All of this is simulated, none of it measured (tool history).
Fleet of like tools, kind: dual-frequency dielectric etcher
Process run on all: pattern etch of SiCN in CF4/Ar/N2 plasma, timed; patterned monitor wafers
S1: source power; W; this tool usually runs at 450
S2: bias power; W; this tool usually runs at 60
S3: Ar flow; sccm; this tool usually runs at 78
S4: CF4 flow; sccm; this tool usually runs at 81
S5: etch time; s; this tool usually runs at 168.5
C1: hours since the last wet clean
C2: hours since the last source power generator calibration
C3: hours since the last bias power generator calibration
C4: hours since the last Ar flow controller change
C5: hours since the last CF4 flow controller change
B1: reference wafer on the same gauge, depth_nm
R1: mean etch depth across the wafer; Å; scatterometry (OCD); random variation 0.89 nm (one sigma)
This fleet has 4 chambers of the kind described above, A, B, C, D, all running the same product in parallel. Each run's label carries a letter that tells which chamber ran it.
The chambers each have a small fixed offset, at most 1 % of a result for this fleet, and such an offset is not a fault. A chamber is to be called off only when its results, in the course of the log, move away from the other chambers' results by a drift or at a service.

run,day,S1,S2,S3,S4,S5,C1,C2,C3,C4,C5,B1,R1
1B,0.188,450,60,78,81,168.5,318.8,3263.5,1870.0,4029.3,4379.6,171.89,1446.1
# day 0.238: chamber B: wet clean of the chamber
2C,0.321,450,60,78,81,168.5,282.1,430.1,1130.3,2829.4,1057.6,172.10,1457.3
3D,0.421,450,60,78,81,168.5,94.6,166.5,1282.6,4045.8,793.6,171.78,1449.3
4A,0.604,450,60,78,81,168.5,301.0,1537.3,3957.9,1754.8,348.6,171.99,1459.2
5C,0.729,450,60,78,81,168.5,291.9,439.9,1140.1,2839.2,1067.4,171.90,1466.8
6A,0.908,450,74,70,81,168.5,308.3,1544.6,3965.2,1762.1,355.9,172.03,1595.3
7B,1.062,450,74,70,81,168.5,19.9,3284.5,1891.0,4050.3,4400.6,172.01,1558.0
8D,1.212,450,74,70,81,168.5,113.6,185.5,1301.6,4064.8,812.6,172.10,1562.7
9C,1.379,450,74,70,81,168.5,307.5,455.5,1155.7,2854.8,1083.0,171.89,1563.7
10D,1.475,450,60,78,81,168.5,119.9,191.8,1307.9,4071.1,818.9,171.90,1457.9
11B,1.642,450,60,78,81,168.5,33.8,3298.4,1904.9,4064.2,4414.5,172.00,1419.2
12A,1.775,450,60,78,81,168.5,329.1,1565.4,3986.0,1782.9,376.7,171.94,1456.8
13C,1.962,450,60,78,81,168.5,321.5,469.5,1169.7,2868.8,1097.0,172.18,1461.3
14B,2.071,450,60,78,81,168.5,44.1,3308.7,1915.2,4074.5,4424.8,171.93,1416.9
15D,2.225,450,60,78,81,168.5,137.9,209.8,1325.9,4089.1,836.9,171.93,1423.1
16A,2.333,450,60,78,81,168.5,342.5,1578.8,3999.4,1796.3,390.1,172.09,1465.1
17A,2.433,450,60,78,81,168.5,344.9,1581.2,4001.8,1798.7,392.5,172.04,1455.1
18D,2.546,450,60,78,81,168.5,145.6,217.5,1333.6,4096.8,844.6,171.81,1434.8
# day 2.583: chamber C: wet clean of the chamber
19C,2.642,450,60,78,81,168.5,1.5,485.8,1186.0,2885.1,1113.3,172.00,1443.1
20B,2.738,390,60,78,81,144.5,60.1,3324.7,1931.2,4090.5,4440.8,172.06,1062.5
21C,2.846,390,60,78,81,144.5,6.4,490.7,1190.9,2890.0,1118.2,171.81,1097.3
22B,2.950,390,60,78,81,144.5,65.2,3329.8,1936.3,4095.6,4445.9,171.90,1077.8
23A,3.083,390,60,78,81,144.5,360.5,1596.8,4017.4,1814.3,408.1,172.03,1102.7
24D,3.233,450,60,78,81,168.5,162.1,234.0,1350.1,4113.3,861.1,172.03,1442.4
25A,3.421,450,60,78,81,168.5,368.6,1604.9,4025.5,1822.4,416.2,172.22,1461.6
26B,3.542,450,60,78,81,168.5,79.4,3344.0,1950.5,4109.8,4460.1,171.95,1411.0
27D,3.729,450,60,78,81,168.5,174.0,245.9,1362.0,4125.2,873.0,171.94,1442.3
28C,3.917,450,60,78,81,168.5,32.1,516.4,1216.6,2915.7,1143.9,171.90,1442.8
29A,4.050,450,60,78,81,168.5,383.7,1620.0,4040.6,1837.5,431.3,172.01,1460.2
30C,4.138,450,60,78,81,168.5,37.4,521.7,1221.9,2921.0,1149.2,171.95,1446.4
31D,4.304,450,60,78,81,168.5,187.8,259.7,1375.8,4139.0,886.8,171.95,1450.1
32B,4.471,390,60,69,81,168.5,101.7,3366.3,1972.8,4132.1,4482.4,171.79,1256.8
33A,4.588,390,60,69,81,168.5,396.6,1632.9,4053.5,1850.4,444.2,172.02,1322.4
34B,4.721,390,60,69,81,168.5,107.7,3372.3,1978.8,4138.1,4488.4,172.08,1255.5
35C,4.875,390,60,69,81,168.5,55.1,539.4,1239.6,2938.7,1166.9,172.07,1301.7
36D,4.958,450,60,78,81,168.5,203.5,275.4,1391.5,4154.7,902.5,171.90,1440.7
37D,5.046,450,60,92,81,126.0,205.6,277.5,1393.6,4156.8,904.6,171.93,1053.8
38B,5.229,450,60,92,81,126.0,119.9,3384.5,1991.0,4150.3,4500.6,172.19,1020.7
39C,5.408,450,60,92,81,126.0,67.9,552.2,1252.4,2951.5,1179.7,172.00,1058.5

All 4 chambers run these settings next. Forecast each chamber's results:
40A,5.542,450,60,78,81,168.5,,,,,,,?
40B,5.542,450,60,78,81,168.5,,,,,,,?
40C,5.542,450,60,78,81,168.5,,,,,,,?
40D,5.542,450,60,78,81,168.5,,,,,,,?

run,R1
40A,1479.7
40B,1392.2
40C,1445.7
40D,1448.1

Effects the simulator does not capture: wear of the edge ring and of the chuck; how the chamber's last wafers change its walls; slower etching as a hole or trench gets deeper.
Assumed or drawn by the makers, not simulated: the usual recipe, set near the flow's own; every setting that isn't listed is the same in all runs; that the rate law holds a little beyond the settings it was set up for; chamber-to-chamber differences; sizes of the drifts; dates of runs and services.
